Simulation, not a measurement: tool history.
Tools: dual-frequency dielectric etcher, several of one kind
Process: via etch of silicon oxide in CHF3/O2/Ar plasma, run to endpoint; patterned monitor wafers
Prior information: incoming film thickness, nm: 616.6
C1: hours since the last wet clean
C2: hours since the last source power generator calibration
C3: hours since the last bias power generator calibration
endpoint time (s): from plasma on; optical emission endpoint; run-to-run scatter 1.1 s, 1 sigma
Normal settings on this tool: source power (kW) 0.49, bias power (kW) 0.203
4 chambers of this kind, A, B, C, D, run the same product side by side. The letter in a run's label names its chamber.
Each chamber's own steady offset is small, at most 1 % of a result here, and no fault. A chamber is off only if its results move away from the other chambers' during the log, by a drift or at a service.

run 1B hour=9.3 | source_power_(kW)=0.49 bias_power_(kW)=0.203 | C1=236.8 C2=2119 C3=1376.4 | endpoint_time_(s)=324.9
run 2A hour=22.7 | source_power_(kW)=0.49 bias_power_(kW)=0.203 | C1=435.4 C2=1992.9 C3=3552 | endpoint_time_(s)=325.75
run 3D hour=34 | source_power_(kW)=0.49 bias_power_(kW)=0.203 | C1=252.1 C2=1226.6 C3=3539.4 | endpoint_time_(s)=324.13
run 4C hour=40.6 | source_power_(kW)=0.49 bias_power_(kW)=0.203 | C1=151 C2=3566.2 C3=1169.5 | endpoint_time_(s)=320.8
run 5C hour=47.6 | source_power_(kW)=0.49 bias_power_(kW)=0.203 | C1=158 C2=3573.2 C3=1176.5 | endpoint_time_(s)=322.95
run 6B hour=61.4 | source_power_(kW)=0.49 bias_power_(kW)=0.203 | C1=288.9 C2=2171.1 C3=1428.5 | endpoint_time_(s)=322.91
run 7D hour=75.1 | source_power_(kW)=0.49 bias_power_(kW)=0.203 | C1=293.2 C2=1267.7 C3=3580.5 | endpoint_time_(s)=322.9
run 8A hour=87.4 | source_power_(kW)=0.49 bias_power_(kW)=0.203 | C1=500.1 C2=2057.6 C3=3616.7 | endpoint_time_(s)=325.15
run 9A hour=96.6 | source_power_(kW)=0.49 bias_power_(kW)=0.203 | C1=509.3 C2=2066.8 C3=3625.9 | endpoint_time_(s)=326.16
run 10D hour=110.9 | source_power_(kW)=0.49 bias_power_(kW)=0.203 | C1=329 C2=1303.5 C3=3616.3 | endpoint_time_(s)=325.12
run 11B hour=118.6 | source_power_(kW)=0.49 bias_power_(kW)=0.203 | C1=346.1 C2=2228.3 C3=1485.7 | endpoint_time_(s)=321.97
run 12C hour=131.4 | source_power_(kW)=0.49 bias_power_(kW)=0.203 | C1=241.8 C2=3657 C3=1260.3 | endpoint_time_(s)=322.06
run 13B hour=141.8 | source_power_(kW)=0.49 bias_power_(kW)=0.203 | C1=369.3 C2=2251.5 C3=1508.9 | endpoint_time_(s)=323.91
-- hour=152.2 chamber A: wet clean of the chamber
run 14C hour=152.7 | source_power_(kW)=0.49 bias_power_(kW)=0.203 | C1=263.1 C2=3678.3 C3=1281.6 | endpoint_time_(s)=320.86
-- hour=163.6 chamber C: source power generator calibrated
run 15D hour=164.2 | source_power_(kW)=0.49 bias_power_(kW)=0.203 | C1=382.3 C2=1356.8 C3=3669.6 | endpoint_time_(s)=324.07
-- hour=166 chamber D: wet clean of the chamber
run 16A hour=174 | source_power_(kW)=0.49 bias_power_(kW)=0.203 | C1=21.8 C2=2144.2 C3=3703.3 | endpoint_time_(s)=325.85
run 17A hour=187.7 | source_power_(kW)=0.49 bias_power_(kW)=0.203 | C1=35.5 C2=2157.9 C3=3717 | endpoint_time_(s)=326.19
run 18B hour=201.7 | source_power_(kW)=0.49 bias_power_(kW)=0.203 | C1=429.2 C2=2311.4 C3=1568.8 | endpoint_time_(s)=323.31
run 19C hour=215 | source_power_(kW)=0.53 bias_power_(kW)=0.203 | C1=325.4 C2=51.4 C3=1343.9 | endpoint_time_(s)=311.53
run 20D hour=228.2 | source_power_(kW)=0.53 bias_power_(kW)=0.203 | C1=62.3 C2=1420.8 C3=3733.6 | endpoint_time_(s)=326.27
run 21C hour=240.2 | source_power_(kW)=0.53 bias_power_(kW)=0.203 | C1=350.6 C2=76.6 C3=1369.1 | endpoint_time_(s)=312.33
run 22A hour=251.8 | source_power_(kW)=0.53 bias_power_(kW)=0.203 | C1=99.6 C2=2222 C3=3781.1 | endpoint_time_(s)=316.4
run 23B hour=258.8 | source_power_(kW)=0.49 bias_power_(kW)=0.203 | C1=486.3 C2=2368.5 C3=1625.9 | endpoint_time_(s)=323.59
run 24D hour=266.8 | source_power_(kW)=0.49 bias_power_(kW)=0.237 | C1=100.9 C2=1459.4 C3=3772.2 | endpoint_time_(s)=318.31
run 25A hour=275.5 | source_power_(kW)=0.49 bias_power_(kW)=0.237 | C1=123.3 C2=2245.7 C3=3804.8 | endpoint_time_(s)=309.53

Next, all 4 chambers run the settings below, one line each with question marks for the results. What does each chamber give?
run 26A hour=285.9 | source_power_(kW)=0.49 bias_power_(kW)=0.203 | endpoint_time_(s)=?
run 26B hour=285.9 | source_power_(kW)=0.49 bias_power_(kW)=0.203 | endpoint_time_(s)=?
run 26C hour=285.9 | source_power_(kW)=0.49 bias_power_(kW)=0.203 | endpoint_time_(s)=?
run 26D hour=285.9 | source_power_(kW)=0.49 bias_power_(kW)=0.203 | endpoint_time_(s)=?

run=26A endpoint_time_(s)=326.61
run=26B endpoint_time_(s)=323.16
run=26C endpoint_time_(s)=322.71
run=26D endpoint_time_(s)=333.72
